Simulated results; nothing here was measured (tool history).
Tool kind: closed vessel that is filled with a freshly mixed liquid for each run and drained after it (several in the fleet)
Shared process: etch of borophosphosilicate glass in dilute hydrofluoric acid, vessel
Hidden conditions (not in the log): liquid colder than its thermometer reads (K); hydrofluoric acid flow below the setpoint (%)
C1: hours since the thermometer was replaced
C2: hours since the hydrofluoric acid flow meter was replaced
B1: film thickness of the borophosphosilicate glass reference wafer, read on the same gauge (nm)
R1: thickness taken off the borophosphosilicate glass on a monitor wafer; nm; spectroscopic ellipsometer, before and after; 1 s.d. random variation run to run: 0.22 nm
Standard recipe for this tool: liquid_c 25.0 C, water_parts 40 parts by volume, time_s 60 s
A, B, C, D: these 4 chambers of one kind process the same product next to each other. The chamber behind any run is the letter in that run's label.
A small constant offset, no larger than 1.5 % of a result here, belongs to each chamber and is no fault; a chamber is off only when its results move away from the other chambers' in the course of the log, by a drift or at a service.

{"run": "1B", "hour": 10.1, "liquid_c": 25.0, "water_parts": 40, "time_s": 60, "C1": 1128.0, "C2": 359.8, "B1": 109.98, "R1": 57.998}
{"run": "2D", "hour": 18.2, "liquid_c": 25.0, "water_parts": 40, "time_s": 60, "C1": 2602.5, "C2": 352.9, "B1": 110.01, "R1": 58.086}
{"run": "3C", "hour": 26.1, "liquid_c": 25.0, "water_parts": 40, "time_s": 60, "C1": 242.3, "C2": 610.9, "B1": 109.95, "R1": 58.356}
{"run": "4A", "hour": 32.3, "liquid_c": 25.0, "water_parts": 40, "time_s": 60, "C1": 477.4, "C2": 763.6, "B1": 110.05, "R1": 57.232}
{"run": "5B", "hour": 43.2, "liquid_c": 25.0, "water_parts": 40, "time_s": 60, "C1": 1161.1, "C2": 392.9, "B1": 109.98, "R1": 57.956}
{"run": "6A", "hour": 51.4, "liquid_c": 25.0, "water_parts": 40, "time_s": 60, "C1": 496.5, "C2": 782.7, "B1": 109.99, "R1": 57.106}
{"run": "7D", "hour": 58.3, "liquid_c": 25.0, "water_parts": 40, "time_s": 60, "C1": 2642.6, "C2": 393.0, "B1": 109.99, "R1": 58.186}
{"run": "8C", "hour": 64.1, "liquid_c": 25.0, "water_parts": 40, "time_s": 60, "C1": 280.3, "C2": 648.9, "B1": 109.99, "R1": 58.357}
{"run": "9D", "hour": 70.9, "liquid_c": 25.0, "water_parts": 40, "time_s": 60, "C1": 2655.2, "C2": 405.6, "B1": 110.01, "R1": 58.383}
{"run": "10C", "hour": 79.0, "liquid_c": 25.0, "water_parts": 40, "time_s": 60, "C1": 295.2, "C2": 663.8, "B1": 110.01, "R1": 57.939}
{"run": "11A", "hour": 90.8, "liquid_c": 25.0, "water_parts": 40, "time_s": 60, "C1": 535.9, "C2": 822.1, "B1": 110.0, "R1": 57.252}
{"run": "12B", "hour": 99.5, "liquid_c": 25.0, "water_parts": 40, "time_s": 60, "C1": 1217.4, "C2": 449.2, "B1": 109.98, "R1": 58.299}
{"run": "13B", "hour": 105.7, "liquid_c": 25.0, "water_parts": 40, "time_s": 60, "C1": 1223.6, "C2": 455.4, "B1": 110.02, "R1": 58.051}
{"run": "14A", "hour": 114.7, "liquid_c": 25.0, "water_parts": 40, "time_s": 60, "C1": 559.8, "C2": 846.0, "B1": 110.03, "R1": 56.988}
{"run": "15C", "hour": 123.7, "liquid_c": 25.0, "water_parts": 40, "time_s": 60, "C1": 339.9, "C2": 708.5, "B1": 110.0, "R1": 58.558}
{"run": "16D", "hour": 131.6, "liquid_c": 25.0, "water_parts": 40, "time_s": 60, "C1": 2715.9, "C2": 466.3, "B1": 110.0, "R1": 58.536}
{"hour": 137.0, "done": "chamber A: thermometer replaced"}
{"run": "17A", "hour": 142.7, "liquid_c": 29.5, "water_parts": 40, "time_s": 60, "C1": 5.8, "C2": 874.0, "B1": 109.97, "R1": 68.622}
{"run": "18C", "hour": 152.5, "liquid_c": 29.5, "water_parts": 40, "time_s": 60, "C1": 368.7, "C2": 737.3, "B1": 110.0, "R1": 69.508}
{"run": "19D", "hour": 158.0, "liquid_c": 29.5, "water_parts": 40, "time_s": 60, "C1": 2742.3, "C2": 492.7, "B1": 110.02, "R1": 69.405}
{"hour": 162.9, "done": "chamber D: thermometer replaced"}
{"run": "20B", "hour": 168.8, "liquid_c": 29.5, "water_parts": 40, "time_s": 60, "C1": 1286.7, "C2": 518.5, "B1": 110.02, "R1": 69.786}
{"run": "21C", "hour": 178.9, "liquid_c": 25.0, "water_parts": 40, "time_s": 60, "C1": 395.1, "C2": 763.7, "B1": 109.98, "R1": 58.249}
{"run": "22B", "hour": 189.4, "liquid_c": 25.0, "water_parts": 40, "time_s": 60, "C1": 1307.3, "C2": 539.1, "B1": 109.98, "R1": 58.141}
{"run": "23D", "hour": 195.5, "liquid_c": 25.0, "water_parts": 40, "time_s": 60, "C1": 32.7, "C2": 530.2, "B1": 110.01, "R1": 58.121}
{"run": "24A", "hour": 201.3, "liquid_c": 25.0, "water_parts": 40, "time_s": 30, "C1": 64.4, "C2": 932.6, "B1": 110.0, "R1": 28.574}
{"run": "25D", "hour": 211.8, "liquid_c": 25.0, "water_parts": 40, "time_s": 30, "C1": 49.0, "C2": 546.5, "B1": 110.0, "R1": 29.174}
{"run": "26C", "hour": 220.1, "liquid_c": 25.0, "water_parts": 40, "time_s": 30, "C1": 436.3, "C2": 804.9, "B1": 110.01, "R1": 29.041}
{"run": "27B", "hour": 228.3, "liquid_c": 25.0, "water_parts": 40, "time_s": 30, "C1": 1346.2, "C2": 578.0, "B1": 110.0, "R1": 29.217}
{"run": "28A", "hour": 241.0, "liquid_c": 27.0, "water_parts": 25, "time_s": 60, "C1": 104.1, "C2": 972.3, "B1": 109.99, "R1": 100.06}
{"run": "29D", "hour": 252.0, "liquid_c": 27.0, "water_parts": 25, "time_s": 60, "C1": 89.2, "C2": 586.7, "B1": 110.02, "R1": 104.47}
{"run": "30B", "hour": 263.0, "liquid_c": 27.0, "water_parts": 25, "time_s": 60, "C1": 1380.9, "C2": 612.7, "B1": 110.02, "R1": 104.41}
{"run": "31A", "hour": 273.2, "liquid_c": 27.0, "water_parts": 25, "time_s": 60, "C1": 136.3, "C2": 1004.5, "B1": 110.05, "R1": 100.95}
{"run": "32C", "hour": 280.5, "liquid_c": 25.0, "water_parts": 40, "time_s": 60, "C1": 496.7, "C2": 865.3, "B1": 109.99, "R1": 58.074}
{"run": "33B", "hour": 290.8, "liquid_c": 25.0, "water_parts": 40, "time_s": 60, "C1": 1408.7, "C2": 640.5, "B1": 109.95, "R1": 58.471}
{"run": "34C", "hour": 300.0, "liquid_c": 25.0, "water_parts": 40, "time_s": 60, "C1": 516.2, "C2": 884.8, "B1": 109.93, "R1": 58.115}
{"run": "35A", "hour": 310.4, "liquid_c": 21.0, "water_parts": 35, "time_s": 60, "C1": 173.5, "C2": 1041.7, "B1": 110.03, "R1": 55.746}
{"run": "36D", "hour": 318.2, "liquid_c": 21.0, "water_parts": 35, "time_s": 60, "C1": 155.4, "C2": 652.9, "B1": 110.02, "R1": 57.313}
{"run": "37B", "hour": 325.9, "liquid_c": 21.0, "water_parts": 35, "time_s": 60, "C1": 1443.8, "C2": 675.6, "B1": 110.01, "R1": 56.683}
{"run": "38A", "hour": 333.5, "liquid_c": 21.0, "water_parts": 35, "time_s": 60, "C1": 196.6, "C2": 1064.8, "B1": 109.98, "R1": 55.406}
{"run": "39D", "hour": 345.8, "liquid_c": 25.0, "water_parts": 40, "time_s": 60, "C1": 183.0, "C2": 680.5, "B1": 110.03, "R1": 58.121}

All 4 chambers run these settings next. Forecast each chamber's results:
{"run": "40A", "hour": 354.9, "liquid_c": 25.0, "water_parts": 40, "time_s": 45, "R1": "?"}
{"run": "40B", "hour": 354.9, "liquid_c": 25.0, "water_parts": 40, "time_s": 45, "R1": "?"}
{"run": "40C", "hour": 354.9, "liquid_c": 25.0, "water_parts": 40, "time_s": 45, "R1": "?"}
{"run": "40D", "hour": 354.9, "liquid_c": 25.0, "water_parts": 40, "time_s": 45, "R1": "?"}

run=40A R1=42.980
run=40B R1=43.945
run=40C R1=43.694
run=40D R1=43.639
